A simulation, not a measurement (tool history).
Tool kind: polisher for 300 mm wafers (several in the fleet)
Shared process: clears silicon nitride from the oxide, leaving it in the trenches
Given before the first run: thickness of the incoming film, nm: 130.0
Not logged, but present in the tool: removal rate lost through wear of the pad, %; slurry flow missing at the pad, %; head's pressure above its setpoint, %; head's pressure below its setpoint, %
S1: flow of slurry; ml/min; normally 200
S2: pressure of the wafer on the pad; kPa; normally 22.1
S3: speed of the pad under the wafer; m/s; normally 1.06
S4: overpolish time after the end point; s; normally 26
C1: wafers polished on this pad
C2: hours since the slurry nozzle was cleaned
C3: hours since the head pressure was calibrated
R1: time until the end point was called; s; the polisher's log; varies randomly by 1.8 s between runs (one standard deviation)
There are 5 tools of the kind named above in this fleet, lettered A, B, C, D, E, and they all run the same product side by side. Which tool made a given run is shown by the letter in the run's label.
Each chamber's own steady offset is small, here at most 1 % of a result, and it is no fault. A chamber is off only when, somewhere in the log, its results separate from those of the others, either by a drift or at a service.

run,hour,S1,S2,S3,S4,C1,C2,C3,R1
1B,12.8,200,22.1,1.06,26,172,495.4,188.5,128.99
2C,22.5,200,22.1,1.06,26,519,84.9,202.6,126.42
3E,31.5,200,22.1,1.06,26,875,234.4,765.9,129.27
4A,38.6,200,22.1,1.06,26,296,980.3,343.2,124.82
5D,44.4,200,22.1,1.24,26,484,458.2,799,111.44
# hour 47.6: chamber A: slurry nozzle cleaned
6D,50.7,200,22.1,1.24,26,521,464.5,805.3,109.08
# hour 56.4: chamber D: head pressure recalibrated
7A,58.6,200,22.1,1.24,26,413,11,363.2,106.98
8B,69.1,200,22.1,1.24,26,500,551.7,244.8,108.02
9C,75.5,200,22.1,1.24,26,828,137.9,255.6,106.27
# hour 78.3: chamber E: worn pad replaced by a new one
10E,85.3,200,22.1,1.06,26,41,288.2,819.7,124.59
# hour 86.3: chamber E: slurry nozzle cleaned
11A,97,200,22.1,1.06,26,637,49.4,401.6,124.73
12B,106.5,200,22.1,1.22,26,718,589.1,282.2,109.93
13C,118.5,200,22.1,1.22,26,1078,180.9,298.6,110.27
14D,130.1,200,22.1,1.22,26,984,543.9,73.8,110.52
# hour 134.1: chamber C: worn pad replaced by a new one
15E,139,200,22.1,1.22,26,353,52.8,873.4,112.27
16E,147.7,200,22.1,1.22,26,404,61.5,882.1,111.36
# hour 152.9: chamber D: worn pad replaced by a new one
17D,160.3,200,22.1,1.06,26,43,574.1,104,126.64
18B,171.7,200,22.1,1.06,26,1098,654.3,347.4,129.98
19C,180.1,200,22.1,1.06,26,268,242.5,360.2,127.32
20A,189,200,22.1,1.06,40,1173,141.4,493.6,123.24
21A,198.8,200,22.1,1.06,40,1230,151.2,503.4,123.08
22E,210.7,200,22.1,1.06,40,771,124.5,945.1,127.82
23C,221.5,200,22.1,1.06,40,509,283.9,401.6,127.39
24B,231.5,200,22.1,1.06,40,1446,714.1,407.2,131.24
# hour 236: chamber A: worn pad replaced by a new one
25D,241.2,200,22.1,0.82,26,514,655,184.9,163.11
26C,249.2,200,22.1,0.82,26,670,311.6,429.3,159.65
# hour 261.8: chamber E: worn pad replaced by a new one
27D,261.9,200,22.1,0.82,26,634,675.7,205.6,164.84
28B,273.3,200,22.1,0.82,26,1690,755.9,449,176.73
29E,280.6,200,22.1,0.82,26,109,194.4,1015,163.3
30A,286.7,200,22.1,1.06,26,295,239.1,591.3,125.58
31C,293.9,200,22.1,1.06,26,931,356.3,474,127.79
32A,305,200,22.1,1.06,26,401,257.4,609.6,125.01
33B,312.9,200,22.1,1.06,26,1920,795.5,488.6,142.17
34D,323.6,200,22.1,1.06,26,994,737.4,267.3,127.16

One chamber off, gauge drift, or nothing amiss beyond the chambers' own small offsets? If it is a chamber, which one, and what is the likeliest cause?

Chamber B drifts away from the others.
Cause: removal rate lost through wear of the pad, % = 11.2.
The log may not separate it from: head's pressure below its setpoint, %.

Which of the 4 candidates below, each the usual settings with something changed and its results left as question marks, puts chamber B back in line with what the other chambers give on the usual settings?
Counts as in line when no further than this from what the other chambers average on the usual settings: R1 6.2 s
35B-1,332.8,200,23.4,1.12,26,,,,?
35B-2,332.8,205,22.1,1.36,26,,,,?
35B-3,332.8,200,20.7,1,26,,,,?
35B-4,332.8,195,19.3,0.94,26,,,,?

Other chambers, usual settings, mean: R1 126.23 s
run,R1
35B-1,126.34
35B-2,110.13
35B-3,160.69
35B-4,184.01
The right change is 35B-1: it brings the chamber back within the allowed miss of the others.

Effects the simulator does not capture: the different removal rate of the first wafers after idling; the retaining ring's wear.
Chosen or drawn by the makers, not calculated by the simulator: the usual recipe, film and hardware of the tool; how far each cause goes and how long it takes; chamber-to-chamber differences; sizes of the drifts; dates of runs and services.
